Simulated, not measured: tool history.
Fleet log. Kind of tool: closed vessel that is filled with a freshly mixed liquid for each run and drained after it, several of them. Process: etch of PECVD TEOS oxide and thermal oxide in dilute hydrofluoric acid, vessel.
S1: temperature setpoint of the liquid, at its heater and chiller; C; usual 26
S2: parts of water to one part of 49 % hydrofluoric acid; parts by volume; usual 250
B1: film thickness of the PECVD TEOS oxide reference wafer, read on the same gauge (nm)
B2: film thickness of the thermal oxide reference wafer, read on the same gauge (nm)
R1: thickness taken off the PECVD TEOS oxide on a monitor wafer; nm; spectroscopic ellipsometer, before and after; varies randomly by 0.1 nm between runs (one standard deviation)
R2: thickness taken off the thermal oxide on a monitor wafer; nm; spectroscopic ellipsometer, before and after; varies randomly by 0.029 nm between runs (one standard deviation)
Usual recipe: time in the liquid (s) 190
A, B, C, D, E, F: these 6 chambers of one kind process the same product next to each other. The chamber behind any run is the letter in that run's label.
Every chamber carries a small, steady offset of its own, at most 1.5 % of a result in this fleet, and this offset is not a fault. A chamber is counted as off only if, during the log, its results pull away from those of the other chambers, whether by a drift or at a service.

run 1B hour=6.2 | S1=26 S2=250 time_in_the_liquid_(s)=190 | B1=69.998 B2=120.01 | R1=12.051 R2=3.2657
run 2A hour=11.8 | S1=26 S2=250 time_in_the_liquid_(s)=190 | B1=69.976 B2=119.99 | R1=12.078 R2=3.3783
run 3C hour=17.1 | S1=26 S2=250 time_in_the_liquid_(s)=190 | B1=70.003 B2=119.99 | R1=12.166 R2=3.3661
-- hour=21.6 chamber C: thermometer replaced
run 4D hour=21.8 | S1=26 S2=250 time_in_the_liquid_(s)=190 | B1=69.98 B2=120.02 | R1=12.102 R2=3.3743
run 5F hour=26.2 | S1=26 S2=250 time_in_the_liquid_(s)=190 | B1=70.006 B2=120 | R1=12.224 R2=3.3243
run 6E hour=31.3 | S1=26 S2=250 time_in_the_liquid_(s)=190 | B1=70.008 B2=119.97 | R1=12.002 R2=3.294
run 7C hour=36.3 | S1=26 S2=250 time_in_the_liquid_(s)=190 | B1=70.009 B2=120 | R1=11.819 R2=3.3434
-- hour=37.1 chamber F: hydrofluoric acid flow meter replaced
-- hour=43.3 chamber B: hydrofluoric acid flow meter replaced
run 8A hour=43.3 | S1=26 S2=250 time_in_the_liquid_(s)=190 | B1=69.942 B2=119.98 | R1=12.095 R2=3.307
run 9B hour=48.8 | S1=26 S2=250 time_in_the_liquid_(s)=190 | B1=70.013 B2=120 | R1=12.033 R2=3.2897
run 10E hour=54.6 | S1=26 S2=250 time_in_the_liquid_(s)=190 | B1=70.046 B2=120 | R1=12.032 R2=3.3516
run 11F hour=61.5 | S1=26 S2=250 time_in_the_liquid_(s)=190 | B1=70.063 B2=120 | R1=11.947 R2=3.3713
run 12D hour=64.6 | S1=26 S2=250 time_in_the_liquid_(s)=190 | B1=70.022 B2=120 | R1=12.118 R2=3.3555
run 13D hour=67.9 | S1=26 S2=250 time_in_the_liquid_(s)=190 | B1=69.947 B2=120 | R1=12.225 R2=3.3336
run 14A hour=74 | S1=26 S2=250 time_in_the_liquid_(s)=190 | B1=69.971 B2=120.02 | R1=12.218 R2=3.3476
run 15C hour=78.8 | S1=26 S2=250 time_in_the_liquid_(s)=190 | B1=70.042 B2=120 | R1=11.866 R2=3.3388
run 16B hour=85.3 | S1=26 S2=250 time_in_the_liquid_(s)=190 | B1=69.951 B2=120 | R1=12.102 R2=3.3192
run 17F hour=92.5 | S1=26 S2=250 time_in_the_liquid_(s)=190 | B1=69.991 B2=119.99 | R1=12.059 R2=3.3371
run 18E hour=99.4 | S1=26 S2=250 time_in_the_liquid_(s)=225 | B1=69.978 B2=120.01 | R1=14.192 R2=3.9829
run 19F hour=106.7 | S1=26 S2=250 time_in_the_liquid_(s)=225 | B1=70.019 B2=120.02 | R1=14.418 R2=3.965
run 20B hour=111.2 | S1=26 S2=250 time_in_the_liquid_(s)=225 | B1=70.023 B2=120 | R1=14.262 R2=3.9087
run 21A hour=117.8 | S1=26 S2=250 time_in_the_liquid_(s)=225 | B1=69.969 B2=120 | R1=14.878 R2=4.0662
run 22C hour=122.9 | S1=26 S2=250 time_in_the_liquid_(s)=225 | B1=69.973 B2=120 | R1=14.264 R2=3.9924
run 23D hour=128.8 | S1=26 S2=250 time_in_the_liquid_(s)=225 | B1=70.011 B2=120.02 | R1=14.643 R2=3.9346
run 24E hour=132.8 | S1=30 S2=250 time_in_the_liquid_(s)=190 | B1=69.999 B2=120.02 | R1=13.782 R2=3.7572
run 25C hour=137.2 | S1=30 S2=250 time_in_the_liquid_(s)=190 | B1=70.014 B2=120.01 | R1=13.666 R2=3.7973
run 26B hour=144 | S1=30 S2=250 time_in_the_liquid_(s)=190 | B1=70.03 B2=120.01 | R1=13.727 R2=3.8149
run 27E hour=149.5 | S1=30 S2=250 time_in_the_liquid_(s)=190 | B1=69.984 B2=120.01 | R1=13.621 R2=3.8126
run 28D hour=155.8 | S1=30 S2=250 time_in_the_liquid_(s)=190 | B1=69.997 B2=120.01 | R1=13.728 R2=3.8444
run 29F hour=160.8 | S1=30 S2=250 time_in_the_liquid_(s)=190 | B1=69.962 B2=120 | R1=13.757 R2=3.8459
run 30A hour=164.1 | S1=26 S2=250 time_in_the_liquid_(s)=190 | B1=70.052 B2=120.01 | R1=12.923 R2=3.5485
run 31F hour=168.5 | S1=26 S2=250 time_in_the_liquid_(s)=190 | B1=70.022 B2=119.99 | R1=12.201 R2=3.3336
run 32E hour=174.7 | S1=26 S2=250 time_in_the_liquid_(s)=190 | B1=69.977 B2=120.01 | R1=11.902 R2=3.3658
run 33B hour=178.9 | S1=26 S2=250 time_in_the_liquid_(s)=190 | B1=70.008 B2=119.99 | R1=12.189 R2=3.276
run 34D hour=185.8 | S1=26 S2=250 time_in_the_liquid_(s)=190 | B1=70.031 B2=120 | R1=12.148 R2=3.3111
run 35A hour=189.1 | S1=26 S2=250 time_in_the_liquid_(s)=190 | B1=70.036 B2=120 | R1=12.881 R2=3.5988
run 36C hour=193.8 | S1=26 S2=250 time_in_the_liquid_(s)=190 | B1=70.012 B2=120 | R1=11.993 R2=3.3988
run 37B hour=198 | S1=26 S2=250 time_in_the_liquid_(s)=190 | B1=70.048 B2=119.99 | R1=11.97 R2=3.2866
-- hour=198.1 chamber C: hydrofluoric acid flow meter replaced
run 38D hour=202.1 | S1=26 S2=365 time_in_the_liquid_(s)=110 | B1=70.018 B2=120.01 | R1=4.2684 R2=1.1826
run 39E hour=208.2 | S1=26 S2=365 time_in_the_liquid_(s)=110 | B1=70.005 B2=119.99 | R1=4.2352 R2=1.1592
run 40C hour=211.7 | S1=26 S2=365 time_in_the_liquid_(s)=110 | B1=70.028 B2=120 | R1=4.1895 R2=1.1778

Which is it: a chamber that has drifted or been left off by a service, a gauge drift common to all chambers, or only each chamber's usual small offset? If a chamber is off, name it and its likeliest cause.

It is chamber A that slowly wanders off from its peers.
Likeliest cause: hydrofluoric acid flow above the setpoint (%) = 7.4.
The log may not separate it from: liquid hotter than its thermometer reads (K).

Below are 4 candidate recipes for chamber A's next run, each the usual settings with a change, their results shown as question marks. Which of them brings A's results back in line with what the other chambers give on the usual settings?
To be in line, a result may differ from the other chambers' mean on the usual settings by at most: R1 0.36 nm; R2 0.1 nm
run 41A-1 hour=216.9 | S1=26 S2=240 time_in_the_liquid_(s)=200 | R1=? R2=?
run 41A-2 hour=216.9 | S1=26 S2=245 time_in_the_liquid_(s)=195 | R1=? R2=?
run 41A-3 hour=216.9 | S1=26 S2=255 time_in_the_liquid_(s)=185 | R1=? R2=?
run 41A-4 hour=216.9 | S1=26 S2=260 time_in_the_liquid_(s)=180 | R1=? R2=?

On the usual settings, the other chambers give on average: R1 12.057 nm; R2 3.3302 nm
run=41A-1 R1=14.714 R2=4.0522
run=41A-2 R1=13.988 R2=3.8522
run=41A-3 R1=12.631 R2=3.4786
run=41A-4 R1=11.997 R2=3.304
The answer is 41A-4, which returns the chamber to within the allowed miss of the others.
